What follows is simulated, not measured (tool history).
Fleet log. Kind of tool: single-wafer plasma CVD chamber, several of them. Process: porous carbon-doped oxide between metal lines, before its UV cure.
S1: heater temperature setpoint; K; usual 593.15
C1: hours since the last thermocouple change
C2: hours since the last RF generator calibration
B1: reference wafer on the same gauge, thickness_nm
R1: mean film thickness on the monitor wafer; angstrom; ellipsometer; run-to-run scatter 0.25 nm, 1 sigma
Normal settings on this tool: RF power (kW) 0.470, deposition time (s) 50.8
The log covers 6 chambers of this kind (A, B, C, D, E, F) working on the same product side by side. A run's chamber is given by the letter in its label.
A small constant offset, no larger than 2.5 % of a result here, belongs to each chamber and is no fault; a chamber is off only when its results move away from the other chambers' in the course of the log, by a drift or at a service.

Run 1C, hour 9.4: usual settings; C1 1306.3; C2 772.1; B1 256.01. Result: R1 2345.3 angstrom.
Run 2E, hour 25.7: usual settings; C1 628.6; C2 50.7; B1 256.09. Result: R1 2317.9 angstrom.
Run 3D, hour 39.3: usual settings; C1 627.2; C2 700.5; B1 256.04. Result: R1 2389.4 angstrom.
Run 4B, hour 55.4: usual settings; C1 215.6; C2 1031.1; B1 256.11. Result: R1 2345.3 angstrom.
Run 5A, hour 63.6: usual settings; C1 1842.0; C2 681.3; B1 256.11. Result: R1 2323.0 angstrom.
Run 6F, hour 79.4: usual settings; C1 2188.9; C2 1685.0; B1 256.21. Result: R1 2352.9 angstrom.
Run 7F, hour 93.5: usual settings; C1 2203.0; C2 1699.1; B1 256.25. Result: R1 2347.6 angstrom.
Run 8B, hour 102.3: usual settings; C1 262.5; C2 1078.0; B1 256.29. Result: R1 2342.8 angstrom.
Run 9E, hour 117.8: usual settings; C1 720.7; C2 142.8; B1 256.36. Result: R1 2322.9 angstrom.
At hour 128.4: chamber C: thermocouple changed; heater temperature recalibrated.
Run 10D, hour 132.7: usual settings; C1 720.6; C2 793.9; B1 256.34. Result: R1 2381.4 angstrom.
Run 11C, hour 141.9: usual settings but S1 604.15 K; C1 13.6; C2 904.6; B1 256.36. Result: R1 2225.7 angstrom.
Run 12A, hour 151.9: usual settings but S1 604.15 K; C1 1930.3; C2 769.6; B1 256.36. Result: R1 2203.6 angstrom.
Run 13F, hour 164.5: usual settings but S1 604.15 K; C1 2274.0; C2 1770.1; B1 256.49. Result: R1 2223.6 angstrom.
Run 14C, hour 172.8: usual settings but S1 604.15 K; C1 44.5; C2 935.5; B1 256.44. Result: R1 2222.0 angstrom.
Run 15D, hour 185.6: usual settings but S1 604.15 K; C1 773.5; C2 846.8; B1 256.45. Result: R1 2269.9 angstrom.
Run 16B, hour 198.0: usual settings but S1 604.15 K; C1 358.2; C2 1173.7; B1 256.46. Result: R1 2219.1 angstrom.
Run 17A, hour 212.0: usual settings; C1 1990.4; C2 829.7; B1 256.58. Result: R1 2326.5 angstrom.
Run 18E, hour 219.3: usual settings but deposition time (s) 55.2; C1 822.2; C2 244.3; B1 256.55. Result: R1 2522.0 angstrom.
At hour 226.5: chamber A: thermocouple changed; heater temperature recalibrated.
Run 19E, hour 227.6: usual settings but deposition time (s) 55.2; C1 830.5; C2 252.6; B1 256.51. Result: R1 2521.6 angstrom.
Run 20F, hour 238.5: usual settings but deposition time (s) 55.2; C1 2348.0; C2 1844.1; B1 256.58. Result: R1 2550.6 angstrom.
Run 21A, hour 246.4: usual settings but deposition time (s) 55.2; C1 20.0; C2 864.1; B1 256.57. Result: R1 2523.9 angstrom.
Run 22D, hour 254.3: usual settings but deposition time (s) 55.2; C1 842.2; C2 915.5; B1 256.66. Result: R1 2597.2 angstrom.
Run 23B, hour 261.7: usual settings but deposition time (s) 55.2; C1 421.9; C2 1237.4; B1 256.62. Result: R1 2549.1 angstrom.
Run 24C, hour 277.4: usual settings; C1 149.1; C2 1040.1; B1 256.68. Result: R1 2349.8 angstrom.
Run 25C, hour 293.0: usual settings; C1 164.7; C2 1055.7; B1 256.77. Result: R1 2350.0 angstrom.
Run 26F, hour 302.2: usual settings; C1 2411.7; C2 1907.8; B1 256.80. Result: R1 2357.4 angstrom.
Run 27B, hour 309.3: usual settings; C1 469.5; C2 1285.0; B1 256.76. Result: R1 2349.2 angstrom.
Run 28E, hour 322.1: usual settings; C1 925.0; C2 347.1; B1 256.90. Result: R1 2324.5 angstrom.
Run 29D, hour 337.1: usual settings but S1 583.15 K, RF power (kW) 0.515; C1 925.0; C2 998.3; B1 256.81. Result: R1 2677.3 angstrom.
Run 30A, hour 350.3: usual settings but S1 583.15 K, RF power (kW) 0.515; C1 123.9; C2 968.0; B1 256.89. Result: R1 2616.4 angstrom.
Run 31F, hour 360.9: usual settings but S1 583.15 K, RF power (kW) 0.515; C1 2470.4; C2 1966.5; B1 256.93. Result: R1 2637.8 angstrom.
Run 32B, hour 369.5: usual settings but S1 583.15 K, RF power (kW) 0.515; C1 529.7; C2 1345.2; B1 256.88. Result: R1 2629.2 angstrom.
Run 33D, hour 385.9: usual settings but S1 583.15 K, RF power (kW) 0.515; C1 973.8; C2 1047.1; B1 256.94. Result: R1 2678.3 angstrom.
Run 34E, hour 399.2: usual settings but S1 583.15 K, RF power (kW) 0.515; C1 1002.1; C2 424.2; B1 256.98. Result: R1 2608.6 angstrom.
Run 35A, hour 406.5: usual settings; C1 180.1; C2 1024.2; B1 257.02. Result: R1 2331.8 angstrom.
Run 36C, hour 420.1: usual settings; C1 291.8; C2 1182.8; B1 257.11. Result: R1 2352.3 angstrom.
Run 37B, hour 429.2: usual settings; C1 589.4; C2 1404.9; B1 257.10. Result: R1 2353.3 angstrom.
Run 38A, hour 436.8: usual settings but deposition time (s) 58.8; C1 210.4; C2 1054.5; B1 257.12. Result: R1 2690.5 angstrom.

The same settings go to every chamber for the next run, one line per chamber below. Forecast the results for each:
Run 39A, hour 448.6: usual settings. Result: R1 ?.
Run 39B, hour 448.6: usual settings. Result: R1 ?.
Run 39C, hour 448.6: usual settings. Result: R1 ?.
Run 39D, hour 448.6: usual settings. Result: R1 ?.
Run 39E, hour 448.6: usual settings. Result: R1 ?.
Run 39F, hour 448.6: usual settings. Result: R1 ?.

run      R1
39A  2331.9
39B  2352.4
39C  2355.4
39D  2393.4
39E  2330.0
39F  2358.0
